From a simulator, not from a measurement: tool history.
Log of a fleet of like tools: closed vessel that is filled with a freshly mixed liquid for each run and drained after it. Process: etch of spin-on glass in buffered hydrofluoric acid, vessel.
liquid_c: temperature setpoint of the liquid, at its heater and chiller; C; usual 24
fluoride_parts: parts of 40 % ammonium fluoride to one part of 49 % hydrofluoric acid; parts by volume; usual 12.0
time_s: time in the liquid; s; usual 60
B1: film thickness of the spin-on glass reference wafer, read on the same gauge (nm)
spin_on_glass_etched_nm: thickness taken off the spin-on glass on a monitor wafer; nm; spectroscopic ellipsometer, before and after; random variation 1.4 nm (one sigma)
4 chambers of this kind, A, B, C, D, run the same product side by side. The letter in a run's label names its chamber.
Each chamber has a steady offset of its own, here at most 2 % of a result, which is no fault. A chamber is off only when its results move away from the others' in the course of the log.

{"run": "1C", "day": 0.454, "liquid_c": 24, "fluoride_parts": 12.0, "time_s": 60, "B1": 140.03, "spin_on_glass_etched_nm": 196.26}
{"run": "2D", "day": 0.821, "liquid_c": 24, "fluoride_parts": 12.0, "time_s": 60, "B1": 140.0, "spin_on_glass_etched_nm": 194.22}
{"run": "3A", "day": 1.079, "liquid_c": 24, "fluoride_parts": 12.0, "time_s": 60, "B1": 140.01, "spin_on_glass_etched_nm": 191.24}
{"run": "4B", "day": 1.288, "liquid_c": 24, "fluoride_parts": 12.0, "time_s": 60, "B1": 140.02, "spin_on_glass_etched_nm": 195.84}
{"run": "5C", "day": 1.675, "liquid_c": 24, "fluoride_parts": 12.0, "time_s": 60, "B1": 139.98, "spin_on_glass_etched_nm": 194.66}
{"run": "6B", "day": 1.979, "liquid_c": 24, "fluoride_parts": 12.0, "time_s": 60, "B1": 140.02, "spin_on_glass_etched_nm": 194.99}
{"run": "7A", "day": 2.196, "liquid_c": 27, "fluoride_parts": 14.0, "time_s": 60, "B1": 139.98, "spin_on_glass_etched_nm": 194.45}
{"run": "8D", "day": 2.438, "liquid_c": 27, "fluoride_parts": 14.0, "time_s": 60, "B1": 139.99, "spin_on_glass_etched_nm": 194.02}
{"run": "9A", "day": 2.712, "liquid_c": 27, "fluoride_parts": 14.0, "time_s": 60, "B1": 139.99, "spin_on_glass_etched_nm": 192.84}
{"run": "10D", "day": 3.079, "liquid_c": 27, "fluoride_parts": 14.0, "time_s": 60, "B1": 139.98, "spin_on_glass_etched_nm": 194.2}
{"run": "11B", "day": 3.304, "liquid_c": 24, "fluoride_parts": 12.0, "time_s": 60, "B1": 140.0, "spin_on_glass_etched_nm": 194.55}
{"run": "12C", "day": 3.525, "liquid_c": 24, "fluoride_parts": 12.0, "time_s": 60, "B1": 140.01, "spin_on_glass_etched_nm": 193.63}
{"run": "13A", "day": 3.912, "liquid_c": 24, "fluoride_parts": 12.0, "time_s": 60, "B1": 140.0, "spin_on_glass_etched_nm": 190.84}
{"run": "14C", "day": 4.121, "liquid_c": 24, "fluoride_parts": 16.5, "time_s": 75, "B1": 140.01, "spin_on_glass_etched_nm": 176.35}
{"run": "15B", "day": 4.392, "liquid_c": 24, "fluoride_parts": 16.5, "time_s": 75, "B1": 139.99, "spin_on_glass_etched_nm": 177.93}
{"day": 4.475, "done": "chamber A: hydrofluoric acid flow meter replaced"}
{"run": "16D", "day": 4.708, "liquid_c": 24, "fluoride_parts": 16.5, "time_s": 75, "B1": 139.98, "spin_on_glass_etched_nm": 176.79}
{"run": "17B", "day": 5.004, "liquid_c": 24, "fluoride_parts": 16.5, "time_s": 75, "B1": 140.01, "spin_on_glass_etched_nm": 179.71}
{"run": "18C", "day": 5.279, "liquid_c": 24, "fluoride_parts": 12.0, "time_s": 60, "B1": 140.01, "spin_on_glass_etched_nm": 194.35}
{"run": "19D", "day": 5.621, "liquid_c": 24, "fluoride_parts": 12.0, "time_s": 60, "B1": 140.02, "spin_on_glass_etched_nm": 192.62}
{"run": "20A", "day": 6.017, "liquid_c": 24, "fluoride_parts": 12.0, "time_s": 60, "B1": 139.99, "spin_on_glass_etched_nm": 189.88}
{"run": "21D", "day": 6.321, "liquid_c": 24, "fluoride_parts": 12.0, "time_s": 60, "B1": 139.99, "spin_on_glass_etched_nm": 193.08}
{"run": "22B", "day": 6.717, "liquid_c": 24, "fluoride_parts": 12.0, "time_s": 60, "B1": 139.98, "spin_on_glass_etched_nm": 199.15}
{"run": "23C", "day": 7.117, "liquid_c": 24, "fluoride_parts": 12.0, "time_s": 60, "B1": 139.99, "spin_on_glass_etched_nm": 197.56}
{"run": "24A", "day": 7.417, "liquid_c": 24, "fluoride_parts": 12.0, "time_s": 60, "B1": 139.99, "spin_on_glass_etched_nm": 188.82}
{"run": "25B", "day": 7.85, "liquid_c": 24, "fluoride_parts": 12.0, "time_s": 60, "B1": 139.99, "spin_on_glass_etched_nm": 199.3}
{"run": "26D", "day": 8.05, "liquid_c": 24, "fluoride_parts": 12.0, "time_s": 60, "B1": 140.0, "spin_on_glass_etched_nm": 192.96}
{"run": "27A", "day": 8.429, "liquid_c": 24, "fluoride_parts": 12.0, "time_s": 60, "B1": 140.01, "spin_on_glass_etched_nm": 192.88}
{"run": "28C", "day": 8.662, "liquid_c": 24, "fluoride_parts": 12.0, "time_s": 60, "B1": 139.98, "spin_on_glass_etched_nm": 195.49}
{"run": "29C", "day": 9.112, "liquid_c": 24, "fluoride_parts": 12.0, "time_s": 60, "B1": 140.0, "spin_on_glass_etched_nm": 196.11}
{"run": "30D", "day": 9.35, "liquid_c": 24, "fluoride_parts": 12.0, "time_s": 60, "B1": 140.0, "spin_on_glass_etched_nm": 195.38}
{"run": "31B", "day": 9.696, "liquid_c": 24, "fluoride_parts": 12.0, "time_s": 35, "B1": 140.01, "spin_on_glass_etched_nm": 118.71}
{"run": "32A", "day": 9.946, "liquid_c": 24, "fluoride_parts": 12.0, "time_s": 35, "B1": 139.99, "spin_on_glass_etched_nm": 111.37}
{"run": "33D", "day": 10.412, "liquid_c": 24, "fluoride_parts": 12.0, "time_s": 35, "B1": 139.99, "spin_on_glass_etched_nm": 113.26}
{"run": "34B", "day": 10.696, "liquid_c": 24, "fluoride_parts": 12.0, "time_s": 35, "B1": 140.0, "spin_on_glass_etched_nm": 119.03}
{"run": "35C", "day": 11.129, "liquid_c": 24, "fluoride_parts": 12.0, "time_s": 60, "B1": 140.0, "spin_on_glass_etched_nm": 197.76}
{"run": "36A", "day": 11.333, "liquid_c": 24, "fluoride_parts": 12.0, "time_s": 60, "B1": 139.99, "spin_on_glass_etched_nm": 191.71}
{"day": 11.342, "done": "chamber C: hydrofluoric acid flow meter replaced"}
{"run": "37B", "day": 11.604, "liquid_c": 24, "fluoride_parts": 12.0, "time_s": 60, "B1": 139.99, "spin_on_glass_etched_nm": 203.99}
{"run": "38D", "day": 11.862, "liquid_c": 24, "fluoride_parts": 9.0, "time_s": 60, "B1": 140.02, "spin_on_glass_etched_nm": 246.56}
{"run": "39C", "day": 12.204, "liquid_c": 24, "fluoride_parts": 9.0, "time_s": 60, "B1": 139.97, "spin_on_glass_etched_nm": 250.52}
{"run": "40A", "day": 12.642, "liquid_c": 24, "fluoride_parts": 9.0, "time_s": 60, "B1": 139.99, "spin_on_glass_etched_nm": 245.29}
{"run": "41D", "day": 12.992, "liquid_c": 24, "fluoride_parts": 9.0, "time_s": 60, "B1": 140.01, "spin_on_glass_etched_nm": 248.43}
{"run": "42A", "day": 13.325, "liquid_c": 24, "fluoride_parts": 12.0, "time_s": 60, "B1": 139.99, "spin_on_glass_etched_nm": 191.17}
{"run": "43C", "day": 13.742, "liquid_c": 24, "fluoride_parts": 12.0, "time_s": 60, "B1": 140.01, "spin_on_glass_etched_nm": 195.1}
{"run": "44B", "day": 13.988, "liquid_c": 24, "fluoride_parts": 12.0, "time_s": 60, "B1": 140.0, "spin_on_glass_etched_nm": 207.41}

Next, every chamber runs the same settings. What will each give?
{"run": "45A", "day": 14.321, "liquid_c": 24, "fluoride_parts": 15.5, "time_s": 60, "spin_on_glass_etched_nm": "?"}
{"run": "45B", "day": 14.321, "liquid_c": 24, "fluoride_parts": 15.5, "time_s": 60, "spin_on_glass_etched_nm": "?"}
{"run": "45C", "day": 14.321, "liquid_c": 24, "fluoride_parts": 15.5, "time_s": 60, "spin_on_glass_etched_nm": "?"}
{"run": "45D", "day": 14.321, "liquid_c": 24, "fluoride_parts": 15.5, "time_s": 60, "spin_on_glass_etched_nm": "?"}

run=45A spin_on_glass_etched_nm=147.21
run=45B spin_on_glass_etched_nm=165.60
run=45C spin_on_glass_etched_nm=150.90
run=45D spin_on_glass_etched_nm=148.56
